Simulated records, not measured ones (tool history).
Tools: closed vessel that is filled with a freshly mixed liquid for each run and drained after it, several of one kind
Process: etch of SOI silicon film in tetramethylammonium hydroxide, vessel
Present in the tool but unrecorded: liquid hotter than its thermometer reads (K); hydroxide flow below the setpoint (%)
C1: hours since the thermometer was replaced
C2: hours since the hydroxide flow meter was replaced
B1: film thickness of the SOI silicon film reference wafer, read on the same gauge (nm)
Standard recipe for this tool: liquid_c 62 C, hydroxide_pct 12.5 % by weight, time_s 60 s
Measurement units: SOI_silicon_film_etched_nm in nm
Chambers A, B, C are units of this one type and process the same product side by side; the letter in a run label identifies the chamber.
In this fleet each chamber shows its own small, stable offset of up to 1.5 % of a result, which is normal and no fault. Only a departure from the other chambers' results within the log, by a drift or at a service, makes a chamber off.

Run 1A, hour 2.5: usual settings; C1 1284.3; C2 830.6; B1 120. Result: SOI_silicon_film_etched_nm 250.48 nm.
Run 2C, hour 5.6: usual settings; C1 761.3; C2 918.3; B1 120. Result: SOI_silicon_film_etched_nm 246.01 nm.
Run 3B, hour 11.2: usual settings; C1 1339; C2 64.6; B1 120. Result: SOI_silicon_film_etched_nm 248.97 nm.
Run 4B, hour 14.9: usual settings; C1 1342.7; C2 68.3; B1 120.01. Result: SOI_silicon_film_etched_nm 245.51 nm.
Run 5C, hour 20.5: usual settings; C1 776.2; C2 933.2; B1 119.97. Result: SOI_silicon_film_etched_nm 247.89 nm.
Run 6A, hour 25.5: usual settings; C1 1307.3; C2 853.6; B1 120. Result: SOI_silicon_film_etched_nm 251.6 nm.
Run 7C, hour 29.7: usual settings; C1 785.4; C2 942.4; B1 120. Result: SOI_silicon_film_etched_nm 250.62 nm.
Run 8A, hour 34.8: usual settings; C1 1316.6; C2 862.9; B1 120. Result: SOI_silicon_film_etched_nm 249.65 nm.
Run 9B, hour 40.7: usual settings; C1 1368.5; C2 94.1; B1 120.01. Result: SOI_silicon_film_etched_nm 247.14 nm.
Run 10B, hour 43.3: usual settings; C1 1371.1; C2 96.7; B1 120.01. Result: SOI_silicon_film_etched_nm 248.31 nm.
Run 11A, hour 47.1: usual settings but liquid_c 65 C, hydroxide_pct 11 % by weight; C1 1328.9; C2 875.2; B1 120.02. Result: SOI_silicon_film_etched_nm 317.66 nm.
Run 12C, hour 52.5: usual settings but liquid_c 65 C, hydroxide_pct 11 % by weight; C1 808.2; C2 965.2; B1 119.99. Result: SOI_silicon_film_etched_nm 316.88 nm.
Run 13A, hour 55.6: usual settings but liquid_c 65 C, hydroxide_pct 11 % by weight; C1 1337.4; C2 883.7; B1 120.02. Result: SOI_silicon_film_etched_nm 320.97 nm.
Run 14C, hour 61: usual settings; C1 816.7; C2 973.7; B1 120.01. Result: SOI_silicon_film_etched_nm 248.61 nm.
Run 15B, hour 65.6: usual settings; C1 1393.4; C2 119; B1 120. Result: SOI_silicon_film_etched_nm 250.56 nm.
Run 16A, hour 69.2: usual settings; C1 1351; C2 897.3; B1 119.99. Result: SOI_silicon_film_etched_nm 250.41 nm.
Run 17C, hour 73.9: usual settings; C1 829.6; C2 986.6; B1 119.99. Result: SOI_silicon_film_etched_nm 248.92 nm.
Run 18B, hour 77: usual settings; C1 1404.8; C2 130.4; B1 120.03. Result: SOI_silicon_film_etched_nm 251.03 nm.
Run 19A, hour 79.9: usual settings; C1 1361.7; C2 908; B1 119.99. Result: SOI_silicon_film_etched_nm 249.89 nm.
Run 20C, hour 85.3: usual settings; C1 841; C2 998; B1 119.99. Result: SOI_silicon_film_etched_nm 250.42 nm.
Run 21B, hour 90.4: usual settings; C1 1418.2; C2 143.8; B1 119.98. Result: SOI_silicon_film_etched_nm 246.32 nm.
Run 22C, hour 95.2: usual settings; C1 850.9; C2 1007.9; B1 120. Result: SOI_silicon_film_etched_nm 252.19 nm.
Run 23A, hour 100: usual settings; C1 1381.8; C2 928.1; B1 119.99. Result: SOI_silicon_film_etched_nm 253.35 nm.
Run 24B, hour 105.8: usual settings; C1 1433.6; C2 159.2; B1 120.03. Result: SOI_silicon_film_etched_nm 247.46 nm.
Run 25A, hour 110.2: usual settings; C1 1392; C2 938.3; B1 119.97. Result: SOI_silicon_film_etched_nm 252.05 nm.
Run 26B, hour 113.1: usual settings; C1 1440.9; C2 166.5; B1 120. Result: SOI_silicon_film_etched_nm 244.96 nm.
Run 27C, hour 116.5: usual settings but liquid_c 68.5 C, hydroxide_pct 10.5 % by weight; C1 872.2; C2 1029.2; B1 119.99. Result: SOI_silicon_film_etched_nm 400.11 nm.
Run 28C, hour 120.2: usual settings but liquid_c 68.5 C, hydroxide_pct 10.5 % by weight; C1 875.9; C2 1032.9; B1 120. Result: SOI_silicon_film_etched_nm 399.1 nm.
Run 29A, hour 124.3: usual settings but liquid_c 68.5 C, hydroxide_pct 10.5 % by weight; C1 1406.1; C2 952.4; B1 119.99. Result: SOI_silicon_film_etched_nm 397.44 nm.
Run 30B, hour 128.9: usual settings; C1 1456.7; C2 182.3; B1 120.01. Result: SOI_silicon_film_etched_nm 247.62 nm.
Run 31A, hour 133: usual settings; C1 1414.8; C2 961.1; B1 120.02. Result: SOI_silicon_film_etched_nm 248.06 nm.
Run 32C, hour 138.4: usual settings; C1 894.1; C2 1051.1; B1 120. Result: SOI_silicon_film_etched_nm 259.87 nm.
Run 33B, hour 141.3: usual settings; C1 1469.1; C2 194.7; B1 119.96. Result: SOI_silicon_film_etched_nm 245.62 nm.
Run 34A, hour 144.3: usual settings but liquid_c 55 C, time_s 85 s; C1 1426.1; C2 972.4; B1 120.01. Result: SOI_silicon_film_etched_nm 230.11 nm.
Run 35B, hour 147.7: usual settings but liquid_c 55 C, time_s 85 s; C1 1475.5; C2 201.1; B1 119.99. Result: SOI_silicon_film_etched_nm 227.78 nm.
Run 36C, hour 152.9: usual settings but liquid_c 55 C, time_s 85 s; C1 908.6; C2 1065.6; B1 119.98. Result: SOI_silicon_film_etched_nm 238.61 nm.
Run 37C, hour 155.6: usual settings; C1 911.3; C2 1068.3; B1 120. Result: SOI_silicon_film_etched_nm 260.1 nm.
Run 38B, hour 159.7: usual settings; C1 1487.5; C2 213.1; B1 119.99. Result: SOI_silicon_film_etched_nm 251.52 nm.
Run 39A, hour 165.2: usual settings; C1 1447; C2 993.3; B1 119.99. Result: SOI_silicon_film_etched_nm 250.17 nm.

Predict what each chamber gives when all 3 of them run the settings below next.
Run 40A, hour 169.3: usual settings but liquid_c 67 C. Result: SOI_silicon_film_etched_nm ?.
Run 40B, hour 169.3: usual settings but liquid_c 67 C. Result: SOI_silicon_film_etched_nm ?.
Run 40C, hour 169.3: usual settings but liquid_c 67 C. Result: SOI_silicon_film_etched_nm ?.

run  SOI_silicon_film_etched_nm
40A                      337.25
40B                      332.12
40C                      355.67

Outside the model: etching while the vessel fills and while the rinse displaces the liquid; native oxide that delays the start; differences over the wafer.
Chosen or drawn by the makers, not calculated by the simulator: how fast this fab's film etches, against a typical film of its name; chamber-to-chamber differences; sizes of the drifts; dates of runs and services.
